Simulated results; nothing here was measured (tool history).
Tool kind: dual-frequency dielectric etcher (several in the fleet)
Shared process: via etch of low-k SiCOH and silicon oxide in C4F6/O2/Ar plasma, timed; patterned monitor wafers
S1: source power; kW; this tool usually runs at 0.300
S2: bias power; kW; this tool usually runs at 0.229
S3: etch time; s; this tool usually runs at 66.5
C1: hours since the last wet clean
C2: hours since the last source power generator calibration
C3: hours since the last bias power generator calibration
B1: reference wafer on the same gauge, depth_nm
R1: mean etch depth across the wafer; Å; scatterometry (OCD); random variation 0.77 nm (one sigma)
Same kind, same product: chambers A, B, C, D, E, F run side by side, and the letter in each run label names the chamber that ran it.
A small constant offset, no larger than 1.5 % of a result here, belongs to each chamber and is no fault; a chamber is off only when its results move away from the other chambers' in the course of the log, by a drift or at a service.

Run 1F, hour 9.6: usual settings; C1 40.1; C2 123.6; C3 4111.8; B1 181.06. Result: R1 1691.4 Å.
Run 2C, hour 19.2: usual settings; C1 305.2; C2 720.5; C3 2939.9; B1 180.91. Result: R1 1673.5 Å.
Run 3A, hour 24.8: usual settings; C1 132.5; C2 4888.8; C3 784.3; B1 181.16. Result: R1 1670.8 Å.
Run 4E, hour 30.3: usual settings; C1 134.1; C2 2496.1; C3 2064.0; B1 180.93. Result: R1 1662.5 Å.
Run 5B, hour 36.7: usual settings; C1 415.6; C2 1021.3; C3 1670.5; B1 180.77. Result: R1 1686.4 Å.
Run 6D, hour 46.7: usual settings; C1 283.0; C2 2797.4; C3 1187.7; B1 180.81. Result: R1 1677.8 Å.
Run 7B, hour 53.4: usual settings; C1 432.3; C2 1038.0; C3 1687.2; B1 180.85. Result: R1 1691.7 Å.
Run 8C, hour 61.4: usual settings; C1 347.4; C2 762.7; C3 2982.1; B1 181.15. Result: R1 1680.3 Å.
Run 9A, hour 71.8: usual settings; C1 179.5; C2 4935.8; C3 831.3; B1 180.89. Result: R1 1681.2 Å.
Run 10E, hour 80.9: usual settings; C1 184.7; C2 2546.7; C3 2114.6; B1 180.75. Result: R1 1664.1 Å.
Run 11D, hour 87.6: usual settings; C1 323.9; C2 2838.3; C3 1228.6; B1 181.07. Result: R1 1677.2 Å.
At hour 96.2: chamber D: wet clean of the chamber.
Run 12F, hour 97.8: usual settings; C1 128.3; C2 211.8; C3 4200.0; B1 180.89. Result: R1 1696.4 Å.
Run 13E, hour 104.6: usual settings; C1 208.4; C2 2570.4; C3 2138.3; B1 180.97. Result: R1 1667.4 Å.
At hour 105.5: chamber A: source power generator calibrated.
Run 14B, hour 109.3: usual settings; C1 488.2; C2 1093.9; C3 1743.1; B1 181.02. Result: R1 1683.3 Å.
Run 15F, hour 114.8: usual settings; C1 145.3; C2 228.8; C3 4217.0; B1 180.67. Result: R1 1686.2 Å.
Run 16D, hour 120.6: usual settings; C1 24.5; C2 2871.3; C3 1261.6; B1 181.10. Result: R1 1725.1 Å.
Run 17C, hour 126.4: usual settings; C1 412.4; C2 827.7; C3 3047.1; B1 181.14. Result: R1 1687.2 Å.
Run 18A, hour 133.7: usual settings; C1 241.4; C2 28.2; C3 893.2; B1 181.06. Result: R1 1670.2 Å.
Run 19F, hour 142.6: usual settings; C1 173.1; C2 256.6; C3 4244.8; B1 180.96. Result: R1 1683.2 Å.
Run 20D, hour 148.1: usual settings; C1 52.0; C2 2898.8; C3 1289.1; B1 180.91. Result: R1 1728.4 Å.
Run 21A, hour 153.5: usual settings but S1 0.260 kW; C1 261.2; C2 48.0; C3 913.0; B1 181.07. Result: R1 1593.9 Å.
Run 22C, hour 157.9: usual settings but S1 0.260 kW; C1 443.9; C2 859.2; C3 3078.6; B1 180.94. Result: R1 1593.2 Å.
Run 23E, hour 163.1: usual settings but S1 0.260 kW; C1 266.9; C2 2628.9; C3 2196.8; B1 180.77. Result: R1 1580.3 Å.
Run 24B, hour 170.9: usual settings but S1 0.260 kW; C1 549.8; C2 1155.5; C3 1804.7; B1 181.08. Result: R1 1605.2 Å.
Run 25A, hour 175.5: usual settings but S1 0.260 kW; C1 283.2; C2 70.0; C3 935.0; B1 181.16. Result: R1 1597.8 Å.
Run 26D, hour 180.9: usual settings but S1 0.260 kW; C1 84.8; C2 2931.6; C3 1321.9; B1 180.98. Result: R1 1629.2 Å.
Run 27C, hour 185.3: usual settings; C1 471.3; C2 886.6; C3 3106.0; B1 181.03. Result: R1 1690.1 Å.
Run 28B, hour 193.9: usual settings; C1 572.8; C2 1178.5; C3 1827.7; B1 181.15. Result: R1 1680.9 Å.
Run 29F, hour 203.4: usual settings; C1 233.9; C2 317.4; C3 4305.6; B1 180.89. Result: R1 1689.1 Å.
Run 30E, hour 211.4: usual settings; C1 315.2; C2 2677.2; C3 2245.1; B1 180.91. Result: R1 1651.2 Å.
Run 31C, hour 219.6: usual settings; C1 505.6; C2 920.9; C3 3140.3; B1 181.08. Result: R1 1681.5 Å.
Run 32A, hour 228.3: usual settings; C1 336.0; C2 122.8; C3 987.8; B1 180.70. Result: R1 1673.6 Å.
Run 33E, hour 238.0: usual settings but S2 0.258 kW; C1 341.8; C2 2703.8; C3 2271.7; B1 181.01. Result: R1 1734.6 Å.
Run 34D, hour 246.7: usual settings but S2 0.258 kW; C1 150.6; C2 2997.4; C3 1387.7; B1 181.08. Result: R1 1781.9 Å.
Run 35B, hour 251.7: usual settings but S2 0.258 kW; C1 630.6; C2 1236.3; C3 1885.5; B1 181.05. Result: R1 1771.0 Å.
Run 36F, hour 258.4: usual settings but S2 0.258 kW; C1 288.9; C2 372.4; C3 4360.6; B1 180.98. Result: R1 1769.1 Å.
Run 37C, hour 266.7: usual settings but S2 0.258 kW; C1 552.7; C2 968.0; C3 3187.4; B1 181.03. Result: R1 1743.6 Å.
At hour 272.8: chamber E: wet clean of the chamber.
Run 38B, hour 274.4: usual settings but S2 0.258 kW; C1 653.3; C2 1259.0; C3 1908.2; B1 181.03. Result: R1 1770.1 Å.
At hour 274.8: chamber F: bias power generator calibrated.
Run 39A, hour 282.3: usual settings; C1 390.0; C2 176.8; C3 1041.8; B1 180.81. Result: R1 1669.9 Å.
Run 40F, hour 287.1: usual settings; C1 317.6; C2 401.1; C3 12.4; B1 181.17. Result: R1 1685.0 Å.
At hour 290.6: chamber C: wet clean of the chamber.
Run 41E, hour 291.8: usual settings but S1 0.370 kW; C1 19.1; C2 2757.6; C3 2325.5; B1 180.97. Result: R1 1799.5 Å.
Run 42D, hour 299.6: usual settings but S1 0.370 kW; C1 203.5; C2 3050.3; C3 1440.6; B1 180.79. Result: R1 1855.5 Å.
Run 43C, hour 307.1: usual settings but S1 0.370 kW; C1 16.5; C2 1008.4; C3 3227.8; B1 181.09. Result: R1 1833.6 Å.
Run 44F, hour 312.6: usual settings but S1 0.370 kW; C1 343.1; C2 426.6; C3 37.9; B1 180.90. Result: R1 1829.8 Å.

Has any chamber moved away from the others, gradually or after a service, or does the common gauge drift, or do the chambers differ only by their own small steady offsets? State the chamber and the most likely cause if one applies.

After it was serviced, chamber D no longer matches the other chambers.
Likeliest cause: etch rate over this chamber's usual, % = 3.35.

Here are 4 candidates for chamber D's next run, each the usual settings with a change, their results left as question marks. Which one brings its results back in line with what the others give on the usual settings?
Allowed miss from the other chambers' usual-settings mean, per result, to count as in line: R1 27.0 Å
Run 45D-1, hour 320.0: usual settings but S2 0.231 kW, S3 69.5 s. Result: R1 ?.
Run 45D-2, hour 320.0: usual settings but S1 0.290 kW, S2 0.223 kW. Result: R1 ?.
Run 45D-3, hour 320.0: usual settings but S2 0.245 kW. Result: R1 ?.
Run 45D-4, hour 320.0: usual settings but S2 0.227 kW, S3 63.5 s. Result: R1 ?.

The mean the other chambers reach with the usual settings: R1 1682.5 Å
  run      R1
45D-1  1806.3
45D-2  1685.4
45D-3  1763.5
45D-4  1640.5
45D-2 puts the chamber back in line with the other chambers.
